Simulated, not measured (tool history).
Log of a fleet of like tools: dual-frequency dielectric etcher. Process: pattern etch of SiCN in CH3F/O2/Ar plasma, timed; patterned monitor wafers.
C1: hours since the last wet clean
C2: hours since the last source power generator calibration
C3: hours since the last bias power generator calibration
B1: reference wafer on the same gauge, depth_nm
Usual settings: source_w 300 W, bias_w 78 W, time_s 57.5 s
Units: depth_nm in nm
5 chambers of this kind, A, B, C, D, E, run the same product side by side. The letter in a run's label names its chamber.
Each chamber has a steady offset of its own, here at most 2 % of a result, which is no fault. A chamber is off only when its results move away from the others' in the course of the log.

{"run": "1D", "hour": 11.8, "source_w": 300, "bias_w": 78, "time_s": 57.5, "C1": 23.5, "C2": 1833.3, "C3": 2160.4, "B1": 23.098, "depth_nm": 19.937}
{"run": "2B", "hour": 22.3, "source_w": 300, "bias_w": 78, "time_s": 57.5, "C1": 211.1, "C2": 321.2, "C3": 1618.1, "B1": 23.099, "depth_nm": 20.266}
{"run": "3C", "hour": 34.3, "source_w": 300, "bias_w": 78, "time_s": 57.5, "C1": 319.3, "C2": 1684.7, "C3": 50.9, "B1": 23.117, "depth_nm": 19.908}
{"run": "4E", "hour": 44.4, "source_w": 300, "bias_w": 78, "time_s": 57.5, "C1": 245.1, "C2": 1665.2, "C3": 1197.1, "B1": 23.093, "depth_nm": 19.88}
{"run": "5A", "hour": 53.5, "source_w": 300, "bias_w": 78, "time_s": 57.5, "C1": 510, "C2": 3186.3, "C3": 1990.7, "B1": 23.098, "depth_nm": 19.919}
{"run": "6A", "hour": 60.2, "source_w": 300, "bias_w": 78, "time_s": 57.5, "C1": 516.7, "C2": 3193, "C3": 1997.4, "B1": 23.097, "depth_nm": 19.854}
{"run": "7E", "hour": 71.3, "source_w": 300, "bias_w": 78, "time_s": 57.5, "C1": 272, "C2": 1692.1, "C3": 1224, "B1": 23.103, "depth_nm": 19.992}
{"run": "8C", "hour": 80.4, "source_w": 300, "bias_w": 78, "time_s": 57.5, "C1": 365.4, "C2": 1730.8, "C3": 97, "B1": 23.11, "depth_nm": 19.935}
{"run": "9B", "hour": 87.6, "source_w": 300, "bias_w": 78, "time_s": 57.5, "C1": 276.4, "C2": 386.5, "C3": 1683.4, "B1": 23.117, "depth_nm": 20.249}
{"run": "10D", "hour": 97.9, "source_w": 350, "bias_w": 78, "time_s": 57.5, "C1": 109.6, "C2": 1919.4, "C3": 2246.5, "B1": 23.108, "depth_nm": 21.132}
{"run": "11E", "hour": 104.3, "source_w": 350, "bias_w": 78, "time_s": 57.5, "C1": 305, "C2": 1725.1, "C3": 1257, "B1": 23.102, "depth_nm": 21.06}
{"run": "12D", "hour": 116.9, "source_w": 350, "bias_w": 78, "time_s": 57.5, "C1": 128.6, "C2": 1938.4, "C3": 2265.5, "B1": 23.11, "depth_nm": 21.086}
{"run": "13A", "hour": 126.3, "source_w": 350, "bias_w": 78, "time_s": 57.5, "C1": 582.8, "C2": 3259.1, "C3": 2063.5, "B1": 23.108, "depth_nm": 20.971}
{"run": "14B", "hour": 134.1, "source_w": 350, "bias_w": 78, "time_s": 57.5, "C1": 322.9, "C2": 433, "C3": 1729.9, "B1": 23.099, "depth_nm": 21.495}
{"run": "15C", "hour": 142.1, "source_w": 300, "bias_w": 78, "time_s": 57.5, "C1": 427.1, "C2": 1792.5, "C3": 158.7, "B1": 23.109, "depth_nm": 20.01}
{"run": "16A", "hour": 149.3, "source_w": 300, "bias_w": 78, "time_s": 57.5, "C1": 605.8, "C2": 3282.1, "C3": 2086.5, "B1": 23.086, "depth_nm": 19.887}
{"hour": 155.4, "done": "chamber A: wet clean of the chamber"}
{"run": "17B", "hour": 159.0, "source_w": 300, "bias_w": 78, "time_s": 57.5, "C1": 347.8, "C2": 457.9, "C3": 1754.8, "B1": 23.114, "depth_nm": 20.241}
{"run": "18D", "hour": 170.2, "source_w": 300, "bias_w": 78, "time_s": 57.5, "C1": 181.9, "C2": 1991.7, "C3": 2318.8, "B1": 23.093, "depth_nm": 19.853}
{"run": "19C", "hour": 181.2, "source_w": 300, "bias_w": 78, "time_s": 57.5, "C1": 466.2, "C2": 1831.6, "C3": 197.8, "B1": 23.1, "depth_nm": 19.835}
{"run": "20E", "hour": 190.1, "source_w": 300, "bias_w": 78, "time_s": 57.5, "C1": 390.8, "C2": 1810.9, "C3": 1342.8, "B1": 23.093, "depth_nm": 19.954}
{"run": "21D", "hour": 196.7, "source_w": 300, "bias_w": 78, "time_s": 57.5, "C1": 208.4, "C2": 2018.2, "C3": 2345.3, "B1": 23.106, "depth_nm": 20}
{"run": "22B", "hour": 206.1, "source_w": 300, "bias_w": 78, "time_s": 57.5, "C1": 394.9, "C2": 505, "C3": 1801.9, "B1": 23.093, "depth_nm": 20.316}
{"run": "23C", "hour": 218.7, "source_w": 300, "bias_w": 78, "time_s": 57.5, "C1": 503.7, "C2": 1869.1, "C3": 235.3, "B1": 23.095, "depth_nm": 19.771}
{"hour": 224.9, "done": "chamber B: wet clean of the chamber"}
{"run": "24E", "hour": 225.4, "source_w": 300, "bias_w": 78, "time_s": 57.5, "C1": 426.1, "C2": 1846.2, "C3": 1378.1, "B1": 23.092, "depth_nm": 19.939}
{"hour": 231.2, "done": "chamber B: bias power generator calibrated"}
{"run": "25A", "hour": 231.6, "source_w": 300, "bias_w": 78, "time_s": 57.5, "C1": 76.2, "C2": 3364.4, "C3": 2168.8, "B1": 23.088, "depth_nm": 19.857}
{"run": "26C", "hour": 239.7, "source_w": 260, "bias_w": 78, "time_s": 57.5, "C1": 524.7, "C2": 1890.1, "C3": 256.3, "B1": 23.095, "depth_nm": 18.753}
{"run": "27D", "hour": 247.2, "source_w": 260, "bias_w": 78, "time_s": 57.5, "C1": 258.9, "C2": 2068.7, "C3": 2395.8, "B1": 23.097, "depth_nm": 18.914}
{"run": "28B", "hour": 253.4, "source_w": 260, "bias_w": 78, "time_s": 57.5, "C1": 28.5, "C2": 552.3, "C3": 22.3, "B1": 23.095, "depth_nm": 19.218}
{"run": "29A", "hour": 266.2, "source_w": 260, "bias_w": 78, "time_s": 57.5, "C1": 110.8, "C2": 3399, "C3": 2203.4, "B1": 23.096, "depth_nm": 18.856}
{"run": "30E", "hour": 276.2, "source_w": 260, "bias_w": 78, "time_s": 57.5, "C1": 476.9, "C2": 1897, "C3": 1428.9, "B1": 23.105, "depth_nm": 18.904}
{"run": "31C", "hour": 287.0, "source_w": 300, "bias_w": 78, "time_s": 57.5, "C1": 572, "C2": 1937.4, "C3": 303.6, "B1": 23.104, "depth_nm": 19.734}
{"run": "32D", "hour": 298.3, "source_w": 300, "bias_w": 78, "time_s": 57.5, "C1": 310, "C2": 2119.8, "C3": 2446.9, "B1": 23.1, "depth_nm": 19.96}
{"run": "33E", "hour": 304.9, "source_w": 300, "bias_w": 78, "time_s": 57.5, "C1": 505.6, "C2": 1925.7, "C3": 1457.6, "B1": 23.113, "depth_nm": 19.883}
{"run": "34A", "hour": 311.0, "source_w": 230, "bias_w": 78, "time_s": 68.5, "C1": 155.6, "C2": 3443.8, "C3": 2248.2, "B1": 23.096, "depth_nm": 21.47}
{"run": "35B", "hour": 318.0, "source_w": 230, "bias_w": 78, "time_s": 68.5, "C1": 93.1, "C2": 616.9, "C3": 86.9, "B1": 23.1, "depth_nm": 21.876}
{"run": "36E", "hour": 323.8, "source_w": 230, "bias_w": 78, "time_s": 68.5, "C1": 524.5, "C2": 1944.6, "C3": 1476.5, "B1": 23.105, "depth_nm": 21.491}
{"hour": 333.1, "done": "chamber D: bias power generator calibrated"}
{"run": "37C", "hour": 334.2, "source_w": 230, "bias_w": 78, "time_s": 68.5, "C1": 619.2, "C2": 1984.6, "C3": 350.8, "B1": 23.103, "depth_nm": 21.165}
{"run": "38D", "hour": 346.3, "source_w": 230, "bias_w": 78, "time_s": 68.5, "C1": 358, "C2": 2167.8, "C3": 13.3, "B1": 23.086, "depth_nm": 21.57}
{"run": "39B", "hour": 356.4, "source_w": 300, "bias_w": 78, "time_s": 57.5, "C1": 131.5, "C2": 655.3, "C3": 125.3, "B1": 23.101, "depth_nm": 20.277}
{"run": "40A", "hour": 363.4, "source_w": 300, "bias_w": 78, "time_s": 57.5, "C1": 208, "C2": 3496.2, "C3": 2300.6, "B1": 23.089, "depth_nm": 19.817}
{"run": "41B", "hour": 373.5, "source_w": 300, "bias_w": 78, "time_s": 57.5, "C1": 148.6, "C2": 672.4, "C3": 142.4, "B1": 23.108, "depth_nm": 20.256}
{"run": "42A", "hour": 379.3, "source_w": 300, "bias_w": 78, "time_s": 57.5, "C1": 223.9, "C2": 3512.1, "C3": 2316.5, "B1": 23.107, "depth_nm": 19.878}

What goes on in this fleet: one chamber off, a drifting gauge, or nothing beyond the chambers' own small offsets? Name the chamber and the cause, if any.

Chamber C drifts away from the others.
Cause: etch rate under this chamber's usual, % = 2.27.
The log may not tell that from: source power that arrives under what is set, %; bias power that arrives under what is set, %.

Here are 4 candidates for chamber C's next run, each the usual settings with a change, their results left as question marks. Which one brings its results back in line with what the others give on the usual settings?
In line means no further than this from the other chambers' mean on the usual settings: depth_nm 0.16 nm
{"run": "43C-1", "hour": 388.5, "source_w": 300, "bias_w": 78, "time_s": 56, "depth_nm": "?"}
{"run": "43C-2", "hour": 388.5, "source_w": 300, "bias_w": 79, "time_s": 60, "depth_nm": "?"}
{"run": "43C-3", "hour": 388.5, "source_w": 300, "bias_w": 78, "time_s": 55, "depth_nm": "?"}
{"run": "43C-4", "hour": 388.5, "source_w": 300, "bias_w": 78, "time_s": 59, "depth_nm": "?"}

The other chambers' mean on the usual settings: depth_nm 19.995 nm
run=43C-1 depth_nm=19.003
run=43C-2 depth_nm=20.456
run=43C-3 depth_nm=18.664
run=43C-4 depth_nm=20.021
43C-4 brings the chamber back in line.
